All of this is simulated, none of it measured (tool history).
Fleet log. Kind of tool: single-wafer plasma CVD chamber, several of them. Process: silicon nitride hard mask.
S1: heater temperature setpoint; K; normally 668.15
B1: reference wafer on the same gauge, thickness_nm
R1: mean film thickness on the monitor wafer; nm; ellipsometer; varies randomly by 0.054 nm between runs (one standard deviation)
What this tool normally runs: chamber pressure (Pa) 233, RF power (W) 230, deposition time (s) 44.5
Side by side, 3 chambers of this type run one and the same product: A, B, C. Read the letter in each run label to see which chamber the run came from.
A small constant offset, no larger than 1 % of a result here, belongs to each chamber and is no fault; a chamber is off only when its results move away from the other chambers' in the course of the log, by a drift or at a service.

run 1C day=0.458 | S1=668.15 chamber_pressure_(Pa)=233 RF_power_(W)=230 deposition_time_(s)=44.5 | B1=50.691 | R1=43.677
run 2A day=0.921 | S1=668.15 chamber_pressure_(Pa)=233 RF_power_(W)=230 deposition_time_(s)=44.5 | B1=50.68 | R1=43.635
run 3B day=1.271 | S1=668.15 chamber_pressure_(Pa)=233 RF_power_(W)=230 deposition_time_(s)=44.5 | B1=50.693 | R1=44.015
run 4C day=1.667 | S1=668.15 chamber_pressure_(Pa)=233 RF_power_(W)=230 deposition_time_(s)=44.5 | B1=50.664 | R1=43.605
run 5A day=2.288 | S1=668.15 chamber_pressure_(Pa)=195 RF_power_(W)=205 deposition_time_(s)=44.5 | B1=50.641 | R1=37.874
run 6B day=2.808 | S1=668.15 chamber_pressure_(Pa)=195 RF_power_(W)=205 deposition_time_(s)=44.5 | B1=50.631 | R1=38.319
run 7B day=3.183 | S1=668.15 chamber_pressure_(Pa)=195 RF_power_(W)=205 deposition_time_(s)=44.5 | B1=50.626 | R1=38.255
run 8C day=3.504 | S1=668.15 chamber_pressure_(Pa)=233 RF_power_(W)=230 deposition_time_(s)=44.5 | B1=50.629 | R1=43.706
run 9A day=4.179 | S1=668.15 chamber_pressure_(Pa)=233 RF_power_(W)=230 deposition_time_(s)=44.5 | B1=50.607 | R1=43.512
run 10B day=4.588 | S1=668.15 chamber_pressure_(Pa)=233 RF_power_(W)=230 deposition_time_(s)=44.5 | B1=50.602 | R1=43.952
run 11C day=5.125 | S1=668.15 chamber_pressure_(Pa)=233 RF_power_(W)=230 deposition_time_(s)=44.5 | B1=50.582 | R1=43.635
run 12A day=5.446 | S1=668.15 chamber_pressure_(Pa)=233 RF_power_(W)=230 deposition_time_(s)=44.5 | B1=50.596 | R1=43.411
run 13B day=6.012 | S1=668.15 chamber_pressure_(Pa)=233 RF_power_(W)=230 deposition_time_(s)=44.5 | B1=50.554 | R1=43.808
run 14C day=6.442 | S1=668.15 chamber_pressure_(Pa)=233 RF_power_(W)=230 deposition_time_(s)=44.5 | B1=50.559 | R1=43.42
run 15A day=6.858 | S1=668.15 chamber_pressure_(Pa)=233 RF_power_(W)=230 deposition_time_(s)=44.5 | B1=50.543 | R1=43.43
run 16C day=7.225 | S1=668.15 chamber_pressure_(Pa)=233 RF_power_(W)=230 deposition_time_(s)=44.5 | B1=50.53 | R1=43.589
-- day=7.358 chamber A: RF generator calibrated
run 17B day=7.788 | S1=668.15 chamber_pressure_(Pa)=233 RF_power_(W)=230 deposition_time_(s)=44.5 | B1=50.512 | R1=43.808
run 18A day=8.454 | S1=668.15 chamber_pressure_(Pa)=233 RF_power_(W)=230 deposition_time_(s)=44.5 | B1=50.505 | R1=43.395
run 19A day=9.05 | S1=668.15 chamber_pressure_(Pa)=233 RF_power_(W)=230 deposition_time_(s)=44.5 | B1=50.504 | R1=43.312
run 20C day=9.671 | S1=668.15 chamber_pressure_(Pa)=233 RF_power_(W)=230 deposition_time_(s)=44.5 | B1=50.484 | R1=43.424
run 21B day=10.162 | S1=668.15 chamber_pressure_(Pa)=233 RF_power_(W)=230 deposition_time_(s)=44.5 | B1=50.464 | R1=43.734
run 22C day=10.771 | S1=668.15 chamber_pressure_(Pa)=233 RF_power_(W)=230 deposition_time_(s)=44.5 | B1=50.46 | R1=43.478

Read the log: is a single chamber off, either drifting away or since a service, is the gauge that measures every chamber drifting, or is nothing wrong beyond small per-chamber offsets? Name any odd chamber and what most likely caused it.

It is the gauge, not a chamber: its drift shows up in every chamber's results at once, and no chamber is off.
Most likely cause: gauge reads low (%) = 0.511.

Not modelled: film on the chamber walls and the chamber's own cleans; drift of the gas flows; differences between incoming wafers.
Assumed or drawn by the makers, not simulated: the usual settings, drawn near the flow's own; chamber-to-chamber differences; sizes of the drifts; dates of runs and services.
